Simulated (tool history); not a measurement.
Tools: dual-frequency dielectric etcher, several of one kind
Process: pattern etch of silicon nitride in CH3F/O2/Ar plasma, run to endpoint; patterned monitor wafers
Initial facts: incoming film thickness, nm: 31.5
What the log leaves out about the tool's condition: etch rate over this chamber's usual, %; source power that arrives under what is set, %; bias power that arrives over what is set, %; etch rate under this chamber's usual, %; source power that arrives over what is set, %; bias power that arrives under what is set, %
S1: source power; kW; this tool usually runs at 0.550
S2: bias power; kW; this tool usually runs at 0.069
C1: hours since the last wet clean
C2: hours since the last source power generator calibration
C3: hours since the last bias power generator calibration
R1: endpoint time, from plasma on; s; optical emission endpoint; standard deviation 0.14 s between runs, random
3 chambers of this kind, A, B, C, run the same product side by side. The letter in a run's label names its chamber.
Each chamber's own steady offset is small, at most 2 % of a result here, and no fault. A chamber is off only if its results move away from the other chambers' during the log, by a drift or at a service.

| run | hour | S1 | S2 | C1 | C2 | C3 | R1 |
|---|---|---|---|---|---|---|---|
| 1B | 4.0 | 0.550 | 0.069 | 265.1 | 37.2 | 1383.7 | 40.048 |
| 2C | 9.2 | 0.550 | 0.069 | 474.9 | 2417.3 | 1287.5 | 40.648 |
| 3A | 16.2 | 0.550 | 0.069 | 344.3 | 1606.6 | 604.5 | 40.882 |
| 4A | 22.0 | 0.550 | 0.069 | 350.1 | 1612.4 | 610.3 | 41.057 |
|  | 23.6 | chamber C: wet clean of the chamber |
| 5C | 30.7 | 0.550 | 0.069 | 7.2 | 2438.8 | 1309.0 | 40.723 |
| 6B | 37.2 | 0.550 | 0.069 | 298.3 | 70.4 | 1416.9 | 40.159 |
| 7B | 41.8 | 0.550 | 0.069 | 302.9 | 75.0 | 1421.5 | 40.202 |
| 8A | 47.6 | 0.550 | 0.069 | 375.7 | 1638.0 | 635.9 | 40.976 |
| 9C | 51.9 | 0.550 | 0.069 | 28.4 | 2460.0 | 1330.2 | 40.681 |
| 10A | 60.4 | 0.550 | 0.069 | 388.5 | 1650.8 | 648.7 | 40.983 |
| 11C | 67.3 | 0.550 | 0.069 | 43.8 | 2475.4 | 1345.6 | 40.894 |
| 12B | 75.4 | 0.550 | 0.069 | 336.5 | 108.6 | 1455.1 | 40.377 |
| 13A | 79.2 | 0.550 | 0.069 | 407.3 | 1669.6 | 667.5 | 40.755 |
| 14C | 86.9 | 0.550 | 0.069 | 63.4 | 2495.0 | 1365.2 | 40.866 |
| 15B | 93.3 | 0.550 | 0.069 | 354.4 | 126.5 | 1473.0 | 40.714 |
| 16B | 101.6 | 0.550 | 0.069 | 362.7 | 134.8 | 1481.3 | 40.806 |
| 17C | 106.5 | 0.550 | 0.069 | 83.0 | 2514.6 | 1384.8 | 40.906 |
| 18A | 112.1 | 0.550 | 0.069 | 440.2 | 1702.5 | 700.4 | 40.755 |
| 19B | 116.9 | 0.550 | 0.069 | 378.0 | 150.1 | 1496.6 | 40.675 |
| 20A | 125.5 | 0.440 | 0.056 | 453.6 | 1715.9 | 713.8 | 48.012 |
| 21C | 130.6 | 0.440 | 0.056 | 107.1 | 2538.7 | 1408.9 | 47.114 |
| 22C | 136.7 | 0.440 | 0.056 | 113.2 | 2544.8 | 1415.0 | 47.412 |
| 23B | 140.9 | 0.550 | 0.069 | 402.0 | 174.1 | 1520.6 | 41.530 |
| 24A | 147.6 | 0.550 | 0.069 | 475.7 | 1738.0 | 735.9 | 40.689 |
| 25A | 153.8 | 0.680 | 0.069 | 481.9 | 1744.2 | 742.1 | 37.643 |
| 26B | 160.0 | 0.680 | 0.069 | 421.1 | 193.2 | 1539.7 | 38.315 |
| 27C | 164.8 | 0.680 | 0.069 | 141.3 | 2572.9 | 1443.1 | 37.685 |
| 28B | 173.3 | 0.550 | 0.069 | 434.4 | 206.5 | 1553.0 | 41.662 |
| 29A | 178.6 | 0.550 | 0.069 | 506.7 | 1769.0 | 766.9 | 40.758 |

One chamber off, gauge drift, or nothing amiss beyond the chambers' own small offsets? If it is a chamber, which one, and what is the likeliest cause?

Little by little, chamber B moves away from the other chambers.
Likeliest cause: etch rate under this chamber's usual, % = 3.62.

Here are 4 candidates for chamber B's next run, each the usual settings with a change, their results left as question marks. Which one brings its results back in line with what the others give on the usual settings?
In line here means within this much of the mean the other chambers give on the usual settings: R1 0.500 s
| 30B-1 | 184.9 | 0.530 | 0.067 |  |  |  | ? |
| 30B-2 | 184.9 | 0.490 | 0.069 |  |  |  | ? |
| 30B-3 | 184.9 | 0.550 | 0.074 |  |  |  | ? |
| 30B-4 | 184.9 | 0.620 | 0.069 |  |  |  | ? |

Average result of the remaining chambers running the usual settings: R1 40.782 s
| run | R1 |
|---|---|
| 30B-1 | 42.697 |
| 30B-2 | 43.594 |
| 30B-3 | 40.708 |
| 30B-4 | 39.772 |
30B-3 is the one that brings the chamber's results back in line with the other chambers.
